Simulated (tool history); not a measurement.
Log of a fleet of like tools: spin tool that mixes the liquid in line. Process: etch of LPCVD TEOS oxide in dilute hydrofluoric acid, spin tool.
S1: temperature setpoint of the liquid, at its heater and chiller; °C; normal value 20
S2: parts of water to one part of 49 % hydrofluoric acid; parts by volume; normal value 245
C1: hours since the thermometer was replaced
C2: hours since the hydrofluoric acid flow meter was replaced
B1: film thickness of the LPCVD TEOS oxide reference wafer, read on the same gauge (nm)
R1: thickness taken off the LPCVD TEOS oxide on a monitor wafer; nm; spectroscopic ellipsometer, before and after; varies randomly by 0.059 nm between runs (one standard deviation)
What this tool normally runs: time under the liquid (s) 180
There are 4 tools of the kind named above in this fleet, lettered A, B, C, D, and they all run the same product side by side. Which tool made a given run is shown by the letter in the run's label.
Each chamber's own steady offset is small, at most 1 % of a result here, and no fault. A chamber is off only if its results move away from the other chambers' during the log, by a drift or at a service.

Run 1C, hour 9.4: usual settings; C1 716.1; C2 164.9; B1 59.983. Result: R1 10.032 nm.
Run 2B, hour 18.4: usual settings; C1 844.5; C2 302.4; B1 60.025. Result: R1 9.9613 nm.
Run 3D, hour 24.4: usual settings; C1 199.6; C2 564.1; B1 59.938. Result: R1 10.015 nm.
Run 4A, hour 33.8: usual settings; C1 240.8; C2 1059.3; B1 60.036. Result: R1 10.13 nm.
Run 5C, hour 44.6: usual settings; C1 751.3; C2 200.1; B1 59.981. Result: R1 10.101 nm.
Run 6B, hour 53.9: usual settings; C1 880; C2 337.9; B1 59.992. Result: R1 10.008 nm.
Run 7D, hour 61.1: usual settings; C1 236.3; C2 600.8; B1 59.969. Result: R1 10.019 nm.
Run 8A, hour 71.4: usual settings; C1 278.4; C2 1096.9; B1 60.004. Result: R1 9.9653 nm.
Run 9D, hour 82.6: usual settings; C1 257.8; C2 622.3; B1 60.005. Result: R1 10.064 nm.
Run 10A, hour 89.3: usual settings; C1 296.3; C2 1114.8; B1 60.038. Result: R1 10.029 nm.
Run 11C, hour 94.8: usual settings; C1 801.5; C2 250.3; B1 59.962. Result: R1 10.068 nm.
Run 12B, hour 100.9: usual settings; C1 927; C2 384.9; B1 60. Result: R1 9.9937 nm.
Run 13A, hour 107: usual settings; C1 314; C2 1132.5; B1 59.987. Result: R1 9.9796 nm.
Run 14D, hour 115: usual settings; C1 290.2; C2 654.7; B1 60.005. Result: R1 10.049 nm.
Run 15B, hour 122.8: usual settings but S2 350 parts by volume, time under the liquid (s) 75; C1 948.9; C2 406.8; B1 59.947. Result: R1 2.6276 nm.
At hour 133.1: chamber A: hydrofluoric acid flow meter replaced.
Run 16C, hour 133.8: usual settings but S2 350 parts by volume, time under the liquid (s) 75; C1 840.5; C2 289.3; B1 60.012. Result: R1 2.6346 nm.
Run 17C, hour 142.2: usual settings but S2 350 parts by volume, time under the liquid (s) 75; C1 848.9; C2 297.7; B1 59.959. Result: R1 2.668 nm.
Run 18A, hour 150.5: usual settings but S2 350 parts by volume, time under the liquid (s) 75; C1 357.5; C2 17.5; B1 59.999. Result: R1 2.662 nm.
Run 19B, hour 159.5: usual settings; C1 985.6; C2 443.5; B1 59.961. Result: R1 9.7562 nm.
Run 20D, hour 165.1: usual settings; C1 340.3; C2 704.8; B1 60.008. Result: R1 10.145 nm.
Run 21B, hour 176.8: usual settings; C1 1002.9; C2 460.8; B1 59.95. Result: R1 9.8924 nm.
Run 22C, hour 188.4: usual settings; C1 895.1; C2 343.9; B1 60.003. Result: R1 10.061 nm.
Run 23D, hour 198.4: usual settings; C1 373.6; C2 738.1; B1 59.985. Result: R1 10.048 nm.
Run 24A, hour 206.7: usual settings; C1 413.7; C2 73.7; B1 60.008. Result: R1 10.056 nm.
Run 25A, hour 215: usual settings; C1 422; C2 82; B1 60.037. Result: R1 9.9037 nm.
Run 26D, hour 227.4: usual settings; C1 402.6; C2 767.1; B1 60.015. Result: R1 10.15 nm.
Run 27B, hour 233.3: usual settings; C1 1059.4; C2 517.3; B1 59.993. Result: R1 9.6522 nm.
Run 28C, hour 245.5: usual settings; C1 952.2; C2 401; B1 60.002. Result: R1 10.096 nm.
Run 29A, hour 255.1: usual settings but S1 18 °C, time under the liquid (s) 110; C1 462.1; C2 122.1; B1 59.979. Result: R1 5.6834 nm.
Run 30D, hour 266.3: usual settings but S1 18 °C, time under the liquid (s) 110; C1 441.5; C2 806; B1 60.006. Result: R1 5.6579 nm.
Run 31C, hour 278.9: usual settings but S1 18 °C, time under the liquid (s) 110; C1 985.6; C2 434.4; B1 60.041. Result: R1 5.6569 nm.
Run 32B, hour 290.3: usual settings but S1 18 °C, time under the liquid (s) 110; C1 1116.4; C2 574.3; B1 60.019. Result: R1 5.4033 nm.
Run 33C, hour 302: usual settings; C1 1008.7; C2 457.5; B1 60.019. Result: R1 10.094 nm.

All 4 chambers run these settings next. Forecast each chamber's results:
Run 34A, hour 311: usual settings. Result: R1 ?.
Run 34B, hour 311: usual settings. Result: R1 ?.
Run 34C, hour 311: usual settings. Result: R1 ?.
Run 34D, hour 311: usual settings. Result: R1 ?.

run      R1
34A  9.9505
34B  9.5956
34C  10.086
34D  10.093

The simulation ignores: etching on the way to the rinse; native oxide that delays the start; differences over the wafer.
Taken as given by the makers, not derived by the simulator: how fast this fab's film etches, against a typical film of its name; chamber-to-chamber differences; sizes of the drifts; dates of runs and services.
